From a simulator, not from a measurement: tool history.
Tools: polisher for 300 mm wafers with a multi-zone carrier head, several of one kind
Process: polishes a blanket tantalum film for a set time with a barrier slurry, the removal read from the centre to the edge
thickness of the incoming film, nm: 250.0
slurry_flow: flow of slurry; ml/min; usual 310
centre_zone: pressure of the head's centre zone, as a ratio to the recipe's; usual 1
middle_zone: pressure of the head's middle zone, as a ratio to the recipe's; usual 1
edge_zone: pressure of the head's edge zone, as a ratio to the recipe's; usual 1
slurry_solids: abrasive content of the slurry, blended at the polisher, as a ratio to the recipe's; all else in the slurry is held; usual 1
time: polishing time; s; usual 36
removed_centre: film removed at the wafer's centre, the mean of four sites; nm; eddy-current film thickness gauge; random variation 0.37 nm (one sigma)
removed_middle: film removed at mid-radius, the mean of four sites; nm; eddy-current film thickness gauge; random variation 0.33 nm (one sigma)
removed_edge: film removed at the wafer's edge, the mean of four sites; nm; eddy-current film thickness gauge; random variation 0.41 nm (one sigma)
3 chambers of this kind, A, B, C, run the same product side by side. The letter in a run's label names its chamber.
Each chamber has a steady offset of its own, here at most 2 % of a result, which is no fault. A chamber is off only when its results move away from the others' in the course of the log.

run	day	slurry_flow	centre_zone	middle_zone	edge_zone	slurry_solids	time	removed_centre	removed_middle	removed_edge
1C	0.562	310	1	1	1	1	36	43.811	42.883	43.134
# day 0.892: chamber B: worn pad replaced by a new one
2B	1.1	310	1	1	1	1	36	43.126	43.368	43.305
# day 1.192: chamber C: worn pad replaced by a new one
3A	1.404	310	1	1	1	1	36	41.962	42.668	42.693
4A	1.692	310	1	1	1	1	36	42.684	42.927	43.146
5B	2.225	310	1	1	1	1	36	44.118	43.986	42.366
6C	2.679	310	1	1	1	1	36	43.557	42.793	42.707
# day 2.971: chamber B: worn pad replaced by a new one
7C	3.154	310	1	1	1	1	36	43.719	42.806	42.598
8A	3.55	310	1	1	1	1	36	42.182	42.027	41.925
# day 4.021: chamber A: edge zone pressure recalibrated
9B	4.029	310	1	1	1	1	36	43.339	43.675	43.818
# day 4.529: chamber C: worn pad replaced by a new one
10A	4.579	310	1	1	1	1	36	42.276	41.378	42.279
11C	5.092	310	1	1	1	1	36	43.369	42.932	41.939
# day 5.179: chamber B: worn pad replaced by a new one
12B	5.371	310	1	1	1	1	36	43.323	43.695	43.767
13B	5.667	310	1	1	1	1	36	43.144	43.124	42.78
14A	6.229	310	1	1	1	1	36	41.238	41.523	41.417
15C	6.775	310	1	1	1	1	36	43.67	42.716	43.078
# day 6.954: chamber C: slurry nozzle cleaned
16C	7.079	310	1	1	1	1	36	43.58	42.217	43.083
17B	7.5	310	1	1	1	1	36	43.438	43.373	43.49
# day 7.7: chamber B: worn pad replaced by a new one
18A	7.783	310	1	1	1	1	36	40.866	41.005	40.507
# day 7.838: chamber C: worn pad replaced by a new one
19C	8.096	310	1	1	1	1	36	43.686	42.101	43.175
20B	8.592	310	1	1	1	1	36	43.497	43.353	43.257
21A	8.962	310	1	1	1	1	36	40.649	40.817	40.843

All 3 chambers run these settings next. Forecast each chamber's results:
22A	9.383	380	1	1	1	1	36	?	?	?
22B	9.383	380	1	1	1	1	36	?	?	?
22C	9.383	380	1	1	1	1	36	?	?	?

run	removed_centre	removed_middle	removed_edge
22A	41.319	41.504	40.683
22B	44.225	44.288	44.035
22C	44.751	43.615	42.859

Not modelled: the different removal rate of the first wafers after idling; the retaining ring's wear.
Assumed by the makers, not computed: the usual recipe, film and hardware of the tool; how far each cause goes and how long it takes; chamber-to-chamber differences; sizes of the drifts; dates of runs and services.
